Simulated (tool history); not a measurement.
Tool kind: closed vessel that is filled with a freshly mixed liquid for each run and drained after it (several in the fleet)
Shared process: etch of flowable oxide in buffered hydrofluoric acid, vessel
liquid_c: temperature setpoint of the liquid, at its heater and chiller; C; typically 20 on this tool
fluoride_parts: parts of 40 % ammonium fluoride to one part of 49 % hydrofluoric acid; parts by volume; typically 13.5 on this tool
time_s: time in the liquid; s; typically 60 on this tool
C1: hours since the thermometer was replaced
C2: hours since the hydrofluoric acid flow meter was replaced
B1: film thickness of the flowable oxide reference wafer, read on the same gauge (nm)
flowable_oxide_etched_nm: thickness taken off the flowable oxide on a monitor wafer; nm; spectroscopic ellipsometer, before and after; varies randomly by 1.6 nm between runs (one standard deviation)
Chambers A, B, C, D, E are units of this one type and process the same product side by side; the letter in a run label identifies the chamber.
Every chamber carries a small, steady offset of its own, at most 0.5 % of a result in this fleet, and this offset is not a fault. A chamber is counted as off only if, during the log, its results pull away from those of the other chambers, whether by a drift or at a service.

{"run": "1D", "hour": 4.6, "liquid_c": 20, "fluoride_parts": 13.5, "time_s": 60, "C1": 231.4, "C2": 15.7, "B1": 140, "flowable_oxide_etched_nm": 189.16}
{"run": "2B", "hour": 11.5, "liquid_c": 20, "fluoride_parts": 13.5, "time_s": 60, "C1": 830.3, "C2": 512.7, "B1": 140, "flowable_oxide_etched_nm": 188.63}
{"run": "3E", "hour": 19.8, "liquid_c": 20, "fluoride_parts": 13.5, "time_s": 60, "C1": 989.3, "C2": 453.9, "B1": 140, "flowable_oxide_etched_nm": 187.42}
{"run": "4A", "hour": 28.2, "liquid_c": 20, "fluoride_parts": 13.5, "time_s": 60, "C1": 591.5, "C2": 418.5, "B1": 140, "flowable_oxide_etched_nm": 190.2}
{"run": "5C", "hour": 36.6, "liquid_c": 20, "fluoride_parts": 13.5, "time_s": 60, "C1": 299.7, "C2": 381.9, "B1": 139.98, "flowable_oxide_etched_nm": 187.44}
{"run": "6A", "hour": 43.0, "liquid_c": 20, "fluoride_parts": 13.5, "time_s": 60, "C1": 606.3, "C2": 433.3, "B1": 140.01, "flowable_oxide_etched_nm": 188.29}
{"run": "7B", "hour": 52.8, "liquid_c": 22.5, "fluoride_parts": 12, "time_s": 60, "C1": 871.6, "C2": 554, "B1": 139.97, "flowable_oxide_etched_nm": 245.58}
{"run": "8D", "hour": 62.9, "liquid_c": 22.5, "fluoride_parts": 12, "time_s": 60, "C1": 289.7, "C2": 74, "B1": 140.02, "flowable_oxide_etched_nm": 244.55}
{"run": "9E", "hour": 67.6, "liquid_c": 22.5, "fluoride_parts": 12, "time_s": 60, "C1": 1037.1, "C2": 501.7, "B1": 139.99, "flowable_oxide_etched_nm": 244.87}
{"run": "10C", "hour": 72.3, "liquid_c": 22.5, "fluoride_parts": 12, "time_s": 60, "C1": 335.4, "C2": 417.6, "B1": 140.01, "flowable_oxide_etched_nm": 243.71}
{"run": "11C", "hour": 79.2, "liquid_c": 22.5, "fluoride_parts": 12, "time_s": 60, "C1": 342.3, "C2": 424.5, "B1": 140.02, "flowable_oxide_etched_nm": 243.69}
{"run": "12B", "hour": 86.0, "liquid_c": 20, "fluoride_parts": 13.5, "time_s": 60, "C1": 904.8, "C2": 587.2, "B1": 140.01, "flowable_oxide_etched_nm": 186.13}
{"run": "13D", "hour": 95.8, "liquid_c": 20, "fluoride_parts": 13.5, "time_s": 60, "C1": 322.6, "C2": 106.9, "B1": 139.99, "flowable_oxide_etched_nm": 190.62}
{"run": "14E", "hour": 100.4, "liquid_c": 22, "fluoride_parts": 13.5, "time_s": 80, "C1": 1069.9, "C2": 534.5, "B1": 139.98, "flowable_oxide_etched_nm": 286.41}
{"run": "15A", "hour": 106.4, "liquid_c": 22, "fluoride_parts": 13.5, "time_s": 80, "C1": 669.7, "C2": 496.7, "B1": 139.98, "flowable_oxide_etched_nm": 285.68}
{"hour": 107.3, "done": "chamber C: hydrofluoric acid flow meter replaced"}
{"run": "16B", "hour": 115.3, "liquid_c": 22, "fluoride_parts": 13.5, "time_s": 80, "C1": 934.1, "C2": 616.5, "B1": 140.02, "flowable_oxide_etched_nm": 283.7}
{"run": "17E", "hour": 122.1, "liquid_c": 22, "fluoride_parts": 13.5, "time_s": 80, "C1": 1091.6, "C2": 556.2, "B1": 140.02, "flowable_oxide_etched_nm": 281.28}
{"run": "18A", "hour": 129.2, "liquid_c": 22, "fluoride_parts": 13.5, "time_s": 80, "C1": 692.5, "C2": 519.5, "B1": 140, "flowable_oxide_etched_nm": 285.26}
{"run": "19D", "hour": 138.5, "liquid_c": 20, "fluoride_parts": 13.5, "time_s": 60, "C1": 365.3, "C2": 149.6, "B1": 139.99, "flowable_oxide_etched_nm": 195.19}
{"run": "20C", "hour": 147.9, "liquid_c": 20, "fluoride_parts": 13.5, "time_s": 60, "C1": 411, "C2": 40.7, "B1": 139.96, "flowable_oxide_etched_nm": 188.94}
{"run": "21D", "hour": 155.3, "liquid_c": 20, "fluoride_parts": 13.5, "time_s": 60, "C1": 382.1, "C2": 166.4, "B1": 140.03, "flowable_oxide_etched_nm": 198.48}
{"run": "22B", "hour": 160.9, "liquid_c": 20, "fluoride_parts": 13.5, "time_s": 60, "C1": 979.7, "C2": 662.1, "B1": 140, "flowable_oxide_etched_nm": 188.88}
{"run": "23A", "hour": 170.3, "liquid_c": 20, "fluoride_parts": 13.5, "time_s": 60, "C1": 733.6, "C2": 560.6, "B1": 140.01, "flowable_oxide_etched_nm": 190.83}
{"run": "24E", "hour": 176.4, "liquid_c": 20, "fluoride_parts": 13.5, "time_s": 60, "C1": 1145.9, "C2": 610.5, "B1": 140, "flowable_oxide_etched_nm": 188.69}
{"run": "25C", "hour": 181.8, "liquid_c": 20, "fluoride_parts": 13.5, "time_s": 60, "C1": 444.9, "C2": 74.6, "B1": 140, "flowable_oxide_etched_nm": 186.35}
{"run": "26A", "hour": 191.8, "liquid_c": 20, "fluoride_parts": 13.5, "time_s": 60, "C1": 755.1, "C2": 582.1, "B1": 139.98, "flowable_oxide_etched_nm": 189.05}
{"run": "27B", "hour": 201.4, "liquid_c": 20, "fluoride_parts": 13.5, "time_s": 60, "C1": 1020.2, "C2": 702.6, "B1": 140, "flowable_oxide_etched_nm": 188.69}
{"run": "28E", "hour": 210.4, "liquid_c": 20, "fluoride_parts": 13.5, "time_s": 60, "C1": 1179.9, "C2": 644.5, "B1": 140.01, "flowable_oxide_etched_nm": 189.3}
{"run": "29D", "hour": 219.0, "liquid_c": 20, "fluoride_parts": 13.5, "time_s": 60, "C1": 445.8, "C2": 230.1, "B1": 140.01, "flowable_oxide_etched_nm": 200.65}
{"run": "30C", "hour": 224.0, "liquid_c": 20, "fluoride_parts": 13.5, "time_s": 60, "C1": 487.1, "C2": 116.8, "B1": 140, "flowable_oxide_etched_nm": 188.9}
{"run": "31D", "hour": 228.5, "liquid_c": 20, "fluoride_parts": 13.5, "time_s": 60, "C1": 455.3, "C2": 239.6, "B1": 140.01, "flowable_oxide_etched_nm": 205.93}

Is one chamber out of step, is the gauge drifting, or do the chambers differ by no more than their own small offsets? For an off chamber, give its letter and the likeliest cause.

It is chamber D that slowly wanders off from its peers.
Cause: liquid hotter than its thermometer reads (K) = 1.43.
The log may not separate it from: hydrofluoric acid flow above the setpoint (%).

Here are 4 candidates for chamber D's next run, each the usual settings with a change, their results left as question marks. Which one brings its results back in line with what the others give on the usual settings?
Counts as in line when no further than this from what the other chambers average on the usual settings: flowable_oxide_etched_nm 5.4 nm
{"run": "32D-1", "hour": 236.0, "liquid_c": 18.5, "fluoride_parts": 13.5, "time_s": 60, "flowable_oxide_etched_nm": "?"}
{"run": "32D-2", "hour": 236.0, "liquid_c": 20, "fluoride_parts": 13.5, "time_s": 65, "flowable_oxide_etched_nm": "?"}
{"run": "32D-3", "hour": 236.0, "liquid_c": 20, "fluoride_parts": 15.5, "time_s": 60, "flowable_oxide_etched_nm": "?"}
{"run": "32D-4", "hour": 236.0, "liquid_c": 22.5, "fluoride_parts": 13.5, "time_s": 60, "flowable_oxide_etched_nm": "?"}

The mean the other chambers reach with the usual settings: flowable_oxide_etched_nm 189.37 nm
run=32D-1 flowable_oxide_etched_nm=189.1
run=32D-2 flowable_oxide_etched_nm=222.61
run=32D-3 flowable_oxide_etched_nm=179.11
run=32D-4 flowable_oxide_etched_nm=235.3
The right change is 32D-1: it brings the chamber back within the allowed miss of the others.

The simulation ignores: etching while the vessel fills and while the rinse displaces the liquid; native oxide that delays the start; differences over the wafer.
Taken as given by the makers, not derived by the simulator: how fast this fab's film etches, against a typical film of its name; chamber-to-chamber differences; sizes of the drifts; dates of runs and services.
